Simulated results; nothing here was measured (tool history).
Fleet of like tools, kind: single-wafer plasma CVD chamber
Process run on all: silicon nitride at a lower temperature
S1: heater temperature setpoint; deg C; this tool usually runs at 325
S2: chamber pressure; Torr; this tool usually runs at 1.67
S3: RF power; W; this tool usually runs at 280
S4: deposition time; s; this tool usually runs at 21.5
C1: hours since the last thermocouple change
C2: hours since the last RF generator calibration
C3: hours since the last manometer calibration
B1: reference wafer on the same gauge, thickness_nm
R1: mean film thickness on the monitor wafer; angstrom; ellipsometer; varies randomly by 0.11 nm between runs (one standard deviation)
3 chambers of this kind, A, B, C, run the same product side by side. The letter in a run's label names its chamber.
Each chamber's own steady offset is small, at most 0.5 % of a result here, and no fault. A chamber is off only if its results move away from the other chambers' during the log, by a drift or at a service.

run,hour,S1,S2,S3,S4,C1,C2,C3,B1,R1
1A,11.9,325,1.67,280,21.5,317.8,1302.4,924.7,27.377,244.15
2B,18.8,325,1.67,280,21.5,1681.3,903.1,2374,27.377,243.5
3C,30,325,1.67,280,21.5,2014.9,909.2,754.4,27.381,247.22
4A,35.5,325,1.67,280,21.5,341.4,1326,948.3,27.383,243.6
# hour 42.2: chamber C: thermocouple changed; heater temperature recalibrated
5C,47.2,325,1.67,280,21.5,5.1,926.4,771.6,27.403,246.06
6B,57.4,325,1.67,280,21.5,1719.9,941.7,2412.6,27.427,244.97
7B,67.2,325,1.93,260,21.5,1729.7,951.5,2422.4,27.393,238.87
8A,77.3,325,1.93,260,21.5,383.2,1367.8,990.1,27.408,241.51
9C,87.1,325,1.93,260,21.5,45,966.3,811.5,27.432,243.93
10C,94.1,325,1.67,280,21.5,52,973.3,818.5,27.405,246.75
11B,100.5,325,1.67,280,24.1,1763,984.8,2455.7,27.389,273.6
12A,112,325,1.67,280,24.1,417.9,1402.5,1024.8,27.397,274.97
13B,120.2,325,1.67,280,24.1,1782.7,1004.5,2475.4,27.42,272.23
14C,128.1,325,1.67,280,21.5,86,1007.3,852.5,27.413,245.44
15A,135.7,325,1.5,280,21.5,441.6,1426.2,1048.5,27.385,238.45
# hour 145: chamber B: capacitance manometer re-zeroed and calibrated
16B,147.2,325,1.5,280,21.5,1809.7,1031.5,2.2,27.415,235.89
17A,156.1,325,1.5,280,21.5,462,1446.6,1068.9,27.399,239.27
18C,162.5,325,1.67,280,21.5,120.4,1041.7,886.9,27.389,245.65
19C,171.8,335,1.67,280,21.5,129.7,1051,896.2,27.403,244.84
20A,179.6,335,1.67,280,21.5,485.5,1470.1,1092.4,27.394,244.03
21B,187.5,335,1.67,280,21.5,1850,1071.8,42.5,27.374,237.67
22A,197.4,325,1.67,280,21.5,503.3,1487.9,1110.2,27.4,246.08
23B,208.6,325,1.67,280,21.5,1871.1,1092.9,63.6,27.407,239.99
24C,220.7,325,1.67,280,21.5,178.6,1099.9,945.1,27.422,247.37
25A,227.6,325,1.67,280,21.5,533.5,1518.1,1140.4,27.391,245.64
26C,236.8,325,1.67,310,23.8,194.7,1116,961.2,27.394,291.65
27B,244,325,1.67,310,23.8,1906.5,1128.3,99,27.411,285.51
28B,252.2,325,1.67,310,23.8,1914.7,1136.5,107.2,27.418,282.5
29A,262.9,325,1.67,280,21.5,568.8,1553.4,1175.7,27.397,245.82
30C,269.3,325,1.67,280,21.5,227.2,1148.5,993.7,27.407,245.3
31C,278.1,334,1.67,280,21.5,236,1157.3,1002.5,27.4,244.76
32A,285.3,334,1.67,280,21.5,591.2,1575.8,1198.1,27.38,245.02
33B,292.7,334,1.67,280,21.5,1955.2,1177,147.7,27.408,235.88
34A,301.2,325,1.67,280,21.5,607.1,1591.7,1214,27.404,245.13
35C,307.6,325,1.67,280,21.5,265.5,1186.8,1032,27.388,247.72

Is one chamber out of step, is the gauge drifting, or do the chambers differ by no more than their own small offsets? For an off chamber, give its letter and the likeliest cause.

Little by little, chamber B moves away from the other chambers.
What lies behind it: delivered RF power below the setpoint (%) = 5.81.

Chamber B could run next with any of the 4 candidate recipes listed below; each alters the usual settings, and their results appear as question marks. Which one brings its results back in line with what the other chambers deliver on the usual settings?
Allowed miss from the other chambers' usual-settings mean, per result, to count as in line: R1 3.9 angstrom
36B-1,316.3,325,1.68,280,21.8,,,,,?
36B-2,316.3,325,1.67,280,20.5,,,,,?
36B-3,316.3,325,1.66,280,21.3,,,,,?
36B-4,316.3,325,1.67,280,22.5,,,,,?

The other chambers' mean on the usual settings: R1 246.04 angstrom
run,R1
36B-1,239.48
36B-2,224.87
36B-3,233.25
36B-4,246.76
36B-4 is the one that brings the chamber's results back in line with the other chambers.
